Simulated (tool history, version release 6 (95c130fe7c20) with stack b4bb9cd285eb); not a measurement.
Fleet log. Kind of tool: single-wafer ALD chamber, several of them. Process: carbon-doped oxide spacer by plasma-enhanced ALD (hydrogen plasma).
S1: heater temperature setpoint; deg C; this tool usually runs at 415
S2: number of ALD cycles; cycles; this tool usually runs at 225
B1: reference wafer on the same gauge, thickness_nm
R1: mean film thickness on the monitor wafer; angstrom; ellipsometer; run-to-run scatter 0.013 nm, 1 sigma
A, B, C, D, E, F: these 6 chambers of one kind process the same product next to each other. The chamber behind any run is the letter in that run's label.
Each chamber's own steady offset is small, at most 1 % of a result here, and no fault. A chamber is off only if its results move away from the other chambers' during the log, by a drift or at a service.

run 1A hour=5.2 | S1=415 S2=225 | B1=10.005 | R1=106.550
run 2C hour=9.2 | S1=415 S2=225 | B1=10.002 | R1=107.070
run 3F hour=15.9 | S1=415 S2=225 | B1=10.000 | R1=107.190
run 4E hour=20.0 | S1=415 S2=225 | B1=10.002 | R1=107.760
run 5B hour=26.8 | S1=415 S2=225 | B1=10.005 | R1=106.940
run 6D hour=34.0 | S1=415 S2=188 | B1=10.006 | R1=89.434
run 7F hour=38.7 | S1=415 S2=188 | B1=10.007 | R1=89.692
run 8B hour=42.8 | S1=415 S2=188 | B1=10.005 | R1=89.481
run 9C hour=49.6 | S1=415 S2=188 | B1=10.010 | R1=89.467
run 10A hour=54.2 | S1=415 S2=188 | B1=10.010 | R1=89.188
run 11E hour=60.1 | S1=415 S2=188 | B1=10.012 | R1=90.205
run 12D hour=69.0 | S1=415 S2=225 | B1=10.014 | R1=107.180
run 13F hour=75.2 | S1=415 S2=225 | B1=10.015 | R1=107.260
run 14B hour=80.0 | S1=415 S2=252 | B1=10.018 | R1=119.780
run 15E hour=85.6 | S1=415 S2=252 | B1=10.016 | R1=120.620
run 16D hour=93.9 | S1=415 S2=252 | B1=10.019 | R1=120.170
run 17A hour=101.9 | S1=415 S2=252 | B1=10.024 | R1=119.330
run 18C hour=108.5 | S1=415 S2=252 | B1=10.022 | R1=120.570
run 19D hour=113.7 | S1=415 S2=252 | B1=10.024 | R1=120.290
run 20F hour=119.4 | S1=415 S2=225 | B1=10.027 | R1=107.200
run 21E hour=125.5 | S1=415 S2=225 | B1=10.027 | R1=107.780
run 22B hour=130.0 | S1=415 S2=225 | B1=10.026 | R1=107.160
-- hour=130.2 chamber E: thermocouple changed; heater temperature recalibrated
run 23C hour=137.2 | S1=404 S2=258 | B1=10.027 | R1=127.270
run 24A hour=143.3 | S1=404 S2=258 | B1=10.026 | R1=127.070
run 25C hour=150.3 | S1=404 S2=258 | B1=10.031 | R1=127.610
run 26E hour=154.7 | S1=404 S2=258 | B1=10.032 | R1=128.020
run 27F hour=160.4 | S1=404 S2=258 | B1=10.033 | R1=127.740
run 28B hour=165.6 | S1=404 S2=258 | B1=10.029 | R1=127.260
run 29A hour=171.0 | S1=415 S2=225 | B1=10.037 | R1=106.860
run 30D hour=177.8 | S1=415 S2=225 | B1=10.037 | R1=107.490
run 31D hour=185.0 | S1=415 S2=225 | B1=10.038 | R1=107.700
run 32E hour=189.6 | S1=401 S2=225 | B1=10.038 | R1=112.950
run 33C hour=198.1 | S1=401 S2=225 | B1=10.043 | R1=112.310
run 34A hour=204.7 | S1=401 S2=225 | B1=10.041 | R1=111.860
run 35B hour=211.1 | S1=401 S2=225 | B1=10.045 | R1=111.950
run 36F hour=215.8 | S1=401 S2=225 | B1=10.045 | R1=112.160
run 37A hour=223.5 | S1=401 S2=225 | B1=10.048 | R1=111.710
run 38B hour=227.8 | S1=422 S2=225 | B1=10.044 | R1=104.790
run 39C hour=235.4 | S1=422 S2=225 | B1=10.047 | R1=105.090
run 40D hour=239.4 | S1=422 S2=225 | B1=10.051 | R1=105.180

Predict what each chamber gives when all 6 of them run the settings below next.
run 41A hour=245.7 | S1=415 S2=259 | R1=?
run 41B hour=245.7 | S1=415 S2=259 | R1=?
run 41C hour=245.7 | S1=415 S2=259 | R1=?
run 41D hour=245.7 | S1=415 S2=259 | R1=?
run 41E hour=245.7 | S1=415 S2=259 | R1=?
run 41F hour=245.7 | S1=415 S2=259 | R1=?

run=41A R1=123.240
run=41B R1=123.530
run=41C R1=123.830
run=41D R1=124.030
run=41E R1=124.660
run=41F R1=123.880
